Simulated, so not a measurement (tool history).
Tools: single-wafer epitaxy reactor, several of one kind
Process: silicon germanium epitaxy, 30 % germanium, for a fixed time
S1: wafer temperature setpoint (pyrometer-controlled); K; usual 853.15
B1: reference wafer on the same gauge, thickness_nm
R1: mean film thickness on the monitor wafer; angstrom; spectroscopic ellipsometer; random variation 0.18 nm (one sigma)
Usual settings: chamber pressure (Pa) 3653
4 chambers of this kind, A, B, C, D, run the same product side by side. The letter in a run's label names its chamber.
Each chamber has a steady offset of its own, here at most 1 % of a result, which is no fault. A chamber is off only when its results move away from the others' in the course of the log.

run 1D hour=4.7 | S1=853.15 chamber_pressure_(Pa)=3653 | B1=49.493 | R1=460.04
run 2B hour=8.9 | S1=853.15 chamber_pressure_(Pa)=3653 | B1=49.513 | R1=462.31
run 3C hour=15.5 | S1=853.15 chamber_pressure_(Pa)=3653 | B1=49.525 | R1=459.23
run 4A hour=20.6 | S1=853.15 chamber_pressure_(Pa)=3653 | B1=49.523 | R1=457.84
run 5D hour=27.8 | S1=853.15 chamber_pressure_(Pa)=3653 | B1=49.491 | R1=460.35
run 6B hour=37.0 | S1=853.15 chamber_pressure_(Pa)=3653 | B1=49.529 | R1=461.30
run 7C hour=45.5 | S1=853.15 chamber_pressure_(Pa)=3653 | B1=49.425 | R1=460.27
run 8A hour=50.5 | S1=853.15 chamber_pressure_(Pa)=3653 | B1=49.514 | R1=460.70
run 9A hour=57.1 | S1=853.15 chamber_pressure_(Pa)=3653 | B1=49.482 | R1=463.90
run 10B hour=65.8 | S1=853.15 chamber_pressure_(Pa)=3653 | B1=49.461 | R1=462.87
run 11D hour=75.2 | S1=853.15 chamber_pressure_(Pa)=4093 | B1=49.463 | R1=482.56
run 12C hour=82.8 | S1=853.15 chamber_pressure_(Pa)=4093 | B1=49.527 | R1=477.75
run 13D hour=89.7 | S1=853.15 chamber_pressure_(Pa)=4093 | B1=49.543 | R1=485.74
run 14A hour=96.1 | S1=853.15 chamber_pressure_(Pa)=4093 | B1=49.527 | R1=486.10
run 15C hour=102.8 | S1=853.15 chamber_pressure_(Pa)=3653 | B1=49.493 | R1=456.47
run 16B hour=108.3 | S1=853.15 chamber_pressure_(Pa)=3653 | B1=49.446 | R1=465.44
run 17B hour=117.2 | S1=853.15 chamber_pressure_(Pa)=3653 | B1=49.527 | R1=461.17
run 18A hour=126.6 | S1=853.15 chamber_pressure_(Pa)=3653 | B1=49.522 | R1=458.24
run 19C hour=130.9 | S1=853.15 chamber_pressure_(Pa)=3653 | B1=49.506 | R1=457.49
run 20D hour=139.6 | S1=853.15 chamber_pressure_(Pa)=3653 | B1=49.505 | R1=457.75
run 21D hour=148.7 | S1=841.15 chamber_pressure_(Pa)=3333 | B1=49.532 | R1=347.24
run 22A hour=158.3 | S1=841.15 chamber_pressure_(Pa)=3333 | B1=49.496 | R1=351.97
run 23C hour=163.1 | S1=841.15 chamber_pressure_(Pa)=3333 | B1=49.516 | R1=350.31
run 24B hour=167.5 | S1=841.15 chamber_pressure_(Pa)=3333 | B1=49.545 | R1=356.56
run 25B hour=174.7 | S1=853.15 chamber_pressure_(Pa)=3653 | B1=49.454 | R1=466.44
run 26C hour=180.7 | S1=853.15 chamber_pressure_(Pa)=3653 | B1=49.472 | R1=455.49
run 27A hour=186.8 | S1=853.15 chamber_pressure_(Pa)=3653 | B1=49.542 | R1=461.01
run 28D hour=195.1 | S1=853.15 chamber_pressure_(Pa)=3653 | B1=49.521 | R1=454.74
run 29B hour=201.6 | S1=853.15 chamber_pressure_(Pa)=4106 | B1=49.435 | R1=485.58
run 30A hour=208.7 | S1=853.15 chamber_pressure_(Pa)=4106 | B1=49.574 | R1=481.91
run 31C hour=213.1 | S1=853.15 chamber_pressure_(Pa)=4106 | B1=49.465 | R1=480.46
run 32D hour=217.9 | S1=853.15 chamber_pressure_(Pa)=4106 | B1=49.519 | R1=472.55
run 33B hour=225.4 | S1=853.15 chamber_pressure_(Pa)=3653 | B1=49.449 | R1=463.20
run 34C hour=230.2 | S1=853.15 chamber_pressure_(Pa)=3653 | B1=49.551 | R1=458.03
run 35D hour=235.8 | S1=853.15 chamber_pressure_(Pa)=3653 | B1=49.470 | R1=447.99
run 36A hour=242.7 | S1=853.15 chamber_pressure_(Pa)=3653 | B1=49.492 | R1=461.91

Is one chamber off against the others, does the gauge drift, or is nothing wrong? If a chamber is off, say which, and what the likeliest cause is.

Chamber D drifts away from the others.
Cause: wafer temperature below the value expected at the setpoint (K) = 1.22.
The log may not tell that from: true pressure below the setpoint (%).

Here are 4 candidates for chamber D's next run, each the usual settings with a change, their results left as question marks. Which one brings its results back in line with what the others give on the usual settings?
In line means no further than this from the other chambers' mean on the usual settings: R1 6.40 angstrom
run 37D-1 hour=249.7 | S1=855.15 chamber_pressure_(Pa)=3693 | R1=?
run 37D-2 hour=249.7 | S1=853.15 chamber_pressure_(Pa)=3200 | R1=?
run 37D-3 hour=249.7 | S1=852.15 chamber_pressure_(Pa)=3626 | R1=?
run 37D-4 hour=249.7 | S1=853.15 chamber_pressure_(Pa)=3866 | R1=?

The other chambers' mean on the usual settings: R1 461.10 angstrom
run=37D-1 R1=470.80
run=37D-2 R1=428.49
run=37D-3 R1=441.11
run=37D-4 R1=461.07
37D-4 brings the chamber back in line.
